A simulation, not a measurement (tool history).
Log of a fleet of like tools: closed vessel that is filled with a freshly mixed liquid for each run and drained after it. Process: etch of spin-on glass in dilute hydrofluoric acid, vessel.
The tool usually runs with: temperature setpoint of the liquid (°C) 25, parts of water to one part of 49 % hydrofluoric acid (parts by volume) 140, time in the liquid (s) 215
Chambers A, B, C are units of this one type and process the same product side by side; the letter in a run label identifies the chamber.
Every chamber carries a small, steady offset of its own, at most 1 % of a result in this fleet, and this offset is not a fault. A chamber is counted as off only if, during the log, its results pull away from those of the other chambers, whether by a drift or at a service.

run    day  temperature setpoint of the liquid (°C)  parts of water to one part of 49 % hydrofluoric acid (parts by volume)  time in the liquid (s)  read-back film thickness of the spin-on glass reference wafer, read on the same gauge (nm)  thickness taken off the spin-on glass on a monitor wafer (nm)
 1C  0.162                                       25                                                                     140                     215                                                                                      130.02                                                          45.83
 2B  0.304                                       25                                                                     140                     215                                                                                      130.02                                                         47.505
 3A  0.471                                       25                                                                     140                     215                                                                                      129.99                                                         47.414
 4A  0.625                                       25                                                                     140                     215                                                                                         130                                                         47.334
 5B  0.738                                       25                                                                     140                     215                                                                                      129.98                                                         47.425
 6C   0.85                                       25                                                                     140                     215                                                                                      129.98                                                         46.308
 7A  0.992                                       25                                                                     140                     215                                                                                         130                                                         47.635
 8C  1.142                                       25                                                                     140                     215                                                                                      130.01                                                         45.864
 9B  1.242                                       25                                                                     140                     215                                                                                      130.01                                                         46.627
10B  1.333                                       25                                                                     140                     215                                                                                      130.01                                                          47.37
11C   1.45                                     28.5                                                                     140                     215                                                                                         130                                                         53.633
12A  1.608                                     28.5                                                                     140                     215                                                                                         130                                                         54.395
     1.708  -- chamber A: thermometer replaced
13B  1.762                                     28.5                                                                     140                     215                                                                                      130.01                                                         54.626
14C  1.896                                       25                                                                     140                     215                                                                                      130.01                                                           46.4
15A  1.979                                       23                                                                     140                     215                                                                                      130.02                                                         44.108
16A   2.15                                       23                                                                     140                     215                                                                                      129.99                                                          43.58
17C  2.325                                       23                                                                     140                     215                                                                                      129.98                                                         42.526
18B  2.429                                       25                                                                     140                     215                                                                                      129.98                                                         47.896
19B  2.592                                       25                                                                     140                     215                                                                                      129.99                                                         46.801
20A  2.758                                       25                                                                     140                     215                                                                                      129.97                                                         47.504
21C    2.9                                       25                                                                     140                     215                                                                                         130                                                         44.496
22A  3.029                                       25                                                                     140                     215                                                                                         130                                                         47.002
23C  3.154                                       25                                                                     140                     215                                                                                      130.01                                                         45.059
24B  3.262                                       25                                                                     140                     215                                                                                      129.98                                                         47.726
25C  3.379                                       25                                                                     140                     215                                                                                         130                                                          44.94
26A  3.508                                       25                                                                     140                     215                                                                                      130.02                                                         47.687
27B  3.612                                       25                                                                     140                     215                                                                                      129.99                                                         47.186
28C  3.762                                       25                                                                     140                     215                                                                                      130.01                                                         43.469
29A  3.867                                       25                                                                     205                     105                                                                                      129.98                                                         14.632
30B  3.967                                       25                                                                     205                     105                                                                                      129.97                                                         14.813
31B  4.117                                       25                                                                     205                     105                                                                                         130                                                         14.597
32C  4.258                                       25                                                                     140                     215                                                                                         130                                                         44.147
33A  4.417                                       25                                                                      95                     215                                                                                      130.03                                                         73.466
34B  4.508                                       25                                                                      95                     215                                                                                         130                                                         74.105
35C    4.6                                       25                                                                      95                     215                                                                                      129.98                                                         67.414
36A  4.721                                       25                                                                     140                     215                                                                                      130.02                                                         46.283

For the next run the whole fleet of 3 chambers uses the same settings. Give each chamber's results:
37A  4.854                                       25                                                                     165                     215                                                                                                                                                          ?
37B  4.854                                       25                                                                     165                     215                                                                                                                                                          ?
37C  4.854                                       25                                                                     165                     215                                                                                                                                                          ?

run  thickness taken off the spin-on glass on a monitor wafer (nm)
37A                                                         39.159
37B                                                         39.318
37C                                                         35.602
